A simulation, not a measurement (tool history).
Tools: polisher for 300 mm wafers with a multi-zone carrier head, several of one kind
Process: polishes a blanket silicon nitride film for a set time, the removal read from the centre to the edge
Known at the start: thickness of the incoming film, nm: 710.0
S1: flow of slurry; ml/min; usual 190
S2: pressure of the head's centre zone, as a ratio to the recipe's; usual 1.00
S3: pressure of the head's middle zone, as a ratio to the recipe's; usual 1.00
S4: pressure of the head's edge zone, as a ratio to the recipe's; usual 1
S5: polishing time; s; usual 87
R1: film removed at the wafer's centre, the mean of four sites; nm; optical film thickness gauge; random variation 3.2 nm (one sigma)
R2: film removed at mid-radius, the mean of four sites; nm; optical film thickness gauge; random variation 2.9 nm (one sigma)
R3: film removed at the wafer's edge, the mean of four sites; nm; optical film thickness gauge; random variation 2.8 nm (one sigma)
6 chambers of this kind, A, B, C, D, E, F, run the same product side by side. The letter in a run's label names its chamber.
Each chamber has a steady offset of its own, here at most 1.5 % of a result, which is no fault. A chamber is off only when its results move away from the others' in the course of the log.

run,hour,S1,S2,S3,S4,S5,R1,R2,R3
# hour 3.1: chamber A: worn pad replaced by a new one
1A,5.9,190,1.00,1.00,1,87,213.58,220.80,218.22
# hour 7.8: chamber E: worn pad replaced by a new one
2B,17.5,190,1.00,1.00,1,87,222.56,222.34,219.10
3D,25.2,190,1.00,1.00,1,87,223.46,217.87,220.59
4C,32.5,190,1.00,1.00,1,87,221.66,219.34,222.08
# hour 33.8: chamber F: worn pad replaced by a new one
5E,38.9,190,1.00,1.00,1,87,220.34,216.67,222.52
# hour 41.0: chamber D: edge zone pressure recalibrated
# hour 42.5: chamber D: worn pad replaced by a new one
6F,44.9,190,1.00,1.09,1,70,176.64,189.62,178.07
7A,55.4,190,1.00,1.09,1,70,179.23,196.61,175.30
8B,67.1,190,1.00,1.09,1,70,175.21,190.07,178.78
# hour 67.2: chamber C: worn pad replaced by a new one
# hour 68.1: chamber A: worn pad replaced by a new one
# hour 70.9: chamber C: slurry nozzle cleaned
9E,73.0,190,1.00,1.09,1,70,175.02,193.33,176.68
10D,84.8,190,1.00,1.09,1,70,177.68,192.31,175.94
11F,94.9,190,1.00,1.09,1,70,182.58,190.09,179.81
12C,103.5,190,1.00,1.00,1,87,222.00,224.38,218.93
13A,109.7,190,1.00,1.00,1,87,220.78,218.29,220.80
# hour 116.4: chamber D: worn pad replaced by a new one
# hour 117.9: chamber B: worn pad replaced by a new one
14B,118.3,190,1.08,0.89,1,87,241.16,197.48,225.01
15D,127.5,190,1.08,0.89,1,87,235.92,195.94,222.56
16F,135.4,190,1.08,0.89,1,87,248.09,194.85,219.53
# hour 140.8: chamber A: worn pad replaced by a new one
17E,140.8,190,1.08,0.89,1,87,240.82,195.30,222.70
18C,152.7,190,1.08,0.89,1,87,237.66,199.18,215.98
19C,161.6,190,1.08,0.89,1,87,237.53,198.62,217.29
20A,169.4,190,1.06,1.00,1,76,208.08,192.93,192.80
21F,179.4,190,1.06,1.00,1,76,201.43,192.86,190.34
22D,189.7,190,1.06,1.00,1,76,208.61,186.36,190.23
# hour 190.9: chamber B: centre zone pressure recalibrated
# hour 194.7: chamber C: worn pad replaced by a new one
# hour 198.3: chamber D: worn pad replaced by a new one
23B,198.5,190,1.06,1.00,1,76,206.29,191.10,192.74
# hour 199.0: chamber F: worn pad replaced by a new one
# hour 206.2: chamber E: centre zone pressure recalibrated
24E,210.9,190,1.06,1.00,1,76,207.15,188.76,189.62
# hour 212.0: chamber E: worn pad replaced by a new one
# hour 213.2: chamber F: slurry nozzle cleaned
# hour 216.3: chamber A: worn pad replaced by a new one
25F,217.7,190,1.06,1.00,1,76,206.93,193.91,191.36
# hour 224.0: chamber B: slurry nozzle cleaned
26E,226.1,190,1.00,1.00,1,87,215.12,223.06,217.73
27D,238.1,190,1.00,1.00,1,87,221.68,220.91,225.39
28C,245.6,190,1.00,1.00,1,87,214.36,222.29,220.73
# hour 249.4: chamber A: centre zone pressure recalibrated
29A,256.9,190,1.00,1.00,1,87,219.13,225.39,215.00
30B,263.6,190,1.00,1.00,1,87,222.36,215.94,223.61
# hour 267.8: chamber D: worn pad replaced by a new one
31B,271.5,190,1.00,1.00,1,97,241.67,244.62,249.29
32D,282.3,190,1.00,1.00,1,97,242.79,244.60,247.77
33F,288.6,190,1.00,1.00,1,97,244.01,250.92,248.06
# hour 289.0: chamber A: worn pad replaced by a new one
34A,294.6,190,1.00,1.00,1,97,245.21,249.10,243.23
35E,302.3,190,1.00,1.00,1,97,242.98,248.41,244.27
36C,311.1,190,1.00,1.00,1,97,249.55,247.25,249.34
37E,317.6,190,1.00,1.00,1,75,186.21,187.10,190.33

What goes on in this fleet: one chamber off, a drifting gauge, or nothing beyond the chambers' own small offsets? Name the chamber and the cause, if any.

No chamber stands off beyond its own small offset, and the gauge holds steady.
